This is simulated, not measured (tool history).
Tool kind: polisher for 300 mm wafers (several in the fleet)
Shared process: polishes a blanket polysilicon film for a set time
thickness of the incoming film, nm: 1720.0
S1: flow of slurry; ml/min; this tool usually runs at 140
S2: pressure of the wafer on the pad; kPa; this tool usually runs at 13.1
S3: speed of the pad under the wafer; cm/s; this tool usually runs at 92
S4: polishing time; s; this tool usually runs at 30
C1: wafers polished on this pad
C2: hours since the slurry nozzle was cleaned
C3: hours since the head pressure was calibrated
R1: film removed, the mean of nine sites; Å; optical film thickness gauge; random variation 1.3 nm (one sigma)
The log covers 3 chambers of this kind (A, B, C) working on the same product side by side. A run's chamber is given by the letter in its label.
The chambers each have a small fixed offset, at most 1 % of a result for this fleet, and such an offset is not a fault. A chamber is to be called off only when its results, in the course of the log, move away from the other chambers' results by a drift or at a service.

run   hour   S1    S2  S3  S4    C1     C2     C3      R1
 1B     11  140  13.1  92  30   851  243.1  359.9  1324.5
 2C   20.7  140  13.1  92  30   648  461.5  139.8  1373.5
 3A     29  140  13.1  92  30   400  233.2  550.6  1314.8
      32.7  -- chamber B: worn pad replaced by a new one
 4A   35.5  140  13.1  92  30   479  239.7  557.1  1321.3
      43.1  -- chamber A: worn pad replaced by a new one
 5C   48.3  140  13.1  92  30   982  489.1  167.4  1329.4
 6B   54.4  140  13.1  92  30   263  286.5  403.3  1337.6
 7A   62.7  140  13.1  92  30   237  266.9  584.3  1324.5
 8B   72.7  140  13.1  92  30   484  304.8  421.6  1362.8
      76.8  -- chamber B: slurry nozzle cleaned
 9C   81.9  140  13.1  92  30  1388  522.7    201  1326.8
10A   90.2  140  13.1  92  30   570  294.4  611.8  1308.2
      98.9  -- chamber A: worn pad replaced by a new one
11C  100.2  140  13.1  92  30  1609    541  219.3  1281.3
12B  110.1  140  13.1  92  30   936   33.3    459  1352.9
13B    117  140  13.1  92  30  1020   40.2  465.9  1326.4
     122.3  -- chamber B: worn pad replaced by a new one
14C  130.3  140  13.1  92  30  1973  571.1  249.4    1293
15A  140.7  140  13.1  92  30   506  344.9  662.3  1313.5
     151.5  -- chamber A: worn pad replaced by a new one
16A  151.5  140  13.1  92  30     0  355.7  673.1  1331.2
17B    158  140  13.1  92  30   432   81.2  506.9  1339.5
     159.1  -- chamber C: slurry nozzle cleaned
18C  167.2  140  13.1  92  30  2420    8.2  286.3  1284.4
19C  180.3  140  13.1  92  30  2578   21.3  299.4  1264.9
20A  187.3  140  13.1  92  30   433  391.5  708.9  1308.2
21B  199.8  140  13.1  92  30   938    123  548.7  1325.5
     202.2  -- chamber A: worn pad replaced by a new one
22C  210.1  140  13.1  92  30  2938   51.1  329.2  1261.6
       211  -- chamber B: worn pad replaced by a new one
23A  217.9  140     9  92  30   189  422.1  739.5  898.85
24B  225.3  140     9  92  30   173  148.5  574.2  898.13
25A  231.3  140     9  92  30   351  435.5  752.9  897.49

Does one chamber stand apart from the rest, does the shared gauge drift, or is all well apart from small per-chamber offsets? Give the chamber and the most likely cause, where there is one.

It is chamber C that slowly wanders off from its peers.
Likeliest cause: removal rate lost through wear of the pad, % = 8.05.
Not necessarily distinguishable in this log from: head's pressure below its setpoint, %.

Which of the 4 candidates below, each the usual settings with something changed and its results left as question marks, puts chamber C back in line with what the other chambers give on the usual settings?
Allowed miss from the other chambers' usual-settings mean, per result, to count as in line: R1 44 Å
26C-1  241.1  140  13.1  92  26               ?
26C-2  241.1  140  13.1  98  30               ?
26C-3  241.1  140  14.5  98  30               ?
26C-4  241.1  140  13.1  92  28               ?

Mean of the other chambers on the usual settings: R1 1324.2 Å
  run      R1
26C-1  1070.4
26C-2  1314.8
26C-3  1453.2
26C-4  1152.8
26C-2 puts the chamber back in line with the other chambers.
